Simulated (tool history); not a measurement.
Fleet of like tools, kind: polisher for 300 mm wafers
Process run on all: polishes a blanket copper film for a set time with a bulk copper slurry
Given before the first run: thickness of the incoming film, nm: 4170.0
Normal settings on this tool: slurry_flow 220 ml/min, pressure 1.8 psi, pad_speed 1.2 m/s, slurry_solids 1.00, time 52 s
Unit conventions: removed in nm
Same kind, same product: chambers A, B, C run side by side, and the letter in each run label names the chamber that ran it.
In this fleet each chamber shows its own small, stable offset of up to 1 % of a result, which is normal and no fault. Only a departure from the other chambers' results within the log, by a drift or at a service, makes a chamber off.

run	day	slurry_flow	pressure	pad_speed	slurry_solids	time	wafers polished on this pad	hours since the slurry nozzle was cleaned	hours since the head pressure was calibrated	hours since the slurry blender was calibrated	removed
1B	0.312	220	1.8	1.2	1.00	52	516	408.0	26.7	242.8	381.82
2C	0.692	220	1.8	1.2	1.00	52	703	55.9	145.0	203.7	386.40
# day 0.988: chamber A: worn pad replaced by a new one
3A	1.029	220	1.8	1.2	1.00	52	13	165.5	202.9	35.8	383.46
4A	1.517	220	1.8	1.2	1.00	52	169	177.2	214.6	47.5	385.65
5B	1.821	220	1.8	1.2	1.00	52	997	444.2	62.9	279.0	385.33
# day 1.971: chamber B: worn pad replaced by a new one
6C	2.058	220	1.8	1.2	1.00	52	1139	88.7	177.8	236.5	383.26
7A	2.296	220	1.8	1.2	1.00	52	417	195.9	233.3	66.2	384.26
8C	2.683	220	1.8	1.2	1.00	52	1339	103.7	192.8	251.5	381.20
# day 2.921: chamber C: slurry blender recalibrated
# day 2.992: chamber A: slurry nozzle cleaned
9B	3.125	220	1.8	1.2	1.00	52	369	475.5	94.2	310.3	378.36
10A	3.542	220	1.8	1.2	1.00	52	815	13.2	263.2	96.1	383.14
# day 3.692: chamber A: worn pad replaced by a new one
11B	3.812	220	1.8	1.2	1.00	52	588	492.0	110.7	326.8	380.97
# day 3.929: chamber B: slurry blender recalibrated
12C	4.033	220	1.8	1.2	1.00	52	1769	136.1	225.2	26.8	373.23
13C	4.425	220	1.8	1.2	1.00	52	1894	145.5	234.6	36.2	377.75
14A	4.767	220	1.8	1.2	0.85	52	343	42.6	292.6	125.5	369.63
15B	5.242	220	1.8	1.2	0.85	52	1044	526.3	145.0	31.5	363.43
# day 5.400: chamber B: worn pad replaced by a new one
16B	5.638	220	1.8	1.2	0.85	52	76	535.8	154.5	41.0	368.09
17A	5.862	220	1.8	1.2	1.00	52	693	68.9	318.9	151.8	385.01
18C	6.362	220	1.8	1.2	1.00	52	2512	192.0	281.1	82.7	372.14
19A	6.667	220	1.8	1.2	1.00	52	950	88.2	338.2	171.1	388.63
20B	7.033	220	1.8	1.2	1.00	52	522	569.3	188.0	74.5	376.35
21C	7.279	220	1.8	1.2	1.00	52	2805	214.0	303.1	104.7	365.84
# day 7.329: chamber A: worn pad replaced by a new one
# day 7.383: chamber B: slurry nozzle cleaned
# day 7.508: chamber C: head pressure recalibrated
22C	7.650	220	1.8	1.2	1.00	52	2923	222.9	3.4	113.6	362.07
23A	8.042	220	1.8	1.2	1.00	52	228	121.2	371.2	204.1	389.42
24B	8.496	220	1.8	1.2	1.00	52	988	26.8	223.1	109.6	381.52
# day 8.633: chamber B: worn pad replaced by a new one
25C	8.883	220	1.3	0.9	1.00	52	3317	252.5	33.0	143.2	192.18
26A	9.188	220	1.3	0.9	1.00	52	594	148.7	398.7	231.6	209.75
27B	9.604	220	1.3	0.9	1.00	52	309	53.4	249.7	136.2	206.16
# day 9.608: chamber A: slurry blender recalibrated
28B	9.867	220	2.2	1.2	1.00	52	393	59.7	256.0	142.5	465.62
29C	10.362	220	2.2	1.2	1.00	52	3789	288.0	68.5	178.7	433.20
30A	10.617	220	2.2	1.2	1.00	52	1050	183.0	433.0	24.3	465.46
# day 10.767: chamber A: worn pad replaced by a new one
31C	11.008	220	1.8	1.2	1.00	52	3995	303.5	84.0	194.2	348.68
32B	11.254	220	1.8	1.2	1.00	52	836	93.0	289.3	175.8	374.04
33A	11.600	220	1.8	1.2	1.00	52	266	206.6	456.6	47.9	383.38
34A	11.950	220	1.8	1.2	1.00	52	378	215.0	465.0	56.3	386.71

Which is it: a chamber that has drifted or been left off by a service, a gauge drift common to all chambers, or only each chamber's usual small offset? If a chamber is off, name it and its likeliest cause.

Little by little, chamber C moves away from the other chambers.
Likeliest cause: removal rate lost through wear of the pad, % = 10.1.

Here are 4 candidates for chamber C's next run, each the usual settings with a change, their results left as question marks. Which one brings its results back in line with what the others give on the usual settings?
Allowed miss from the other chambers' usual-settings mean, per result, to count as in line: removed 11.00 nm
35C-1	12.308	220	1.8	1.22	1.00	53					?
35C-2	12.308	220	2.0	1.20	1.00	52					?
35C-3	12.308	220	1.7	1.20	1.00	50					?
35C-4	12.308	220	1.8	1.18	1.00	51					?

On the usual settings, the other chambers give on average: removed 381.16 nm
run	removed
35C-1	355.16
35C-2	380.86
35C-3	311.36
35C-4	330.72
It is 35C-2 that realigns the chamber with its peers.
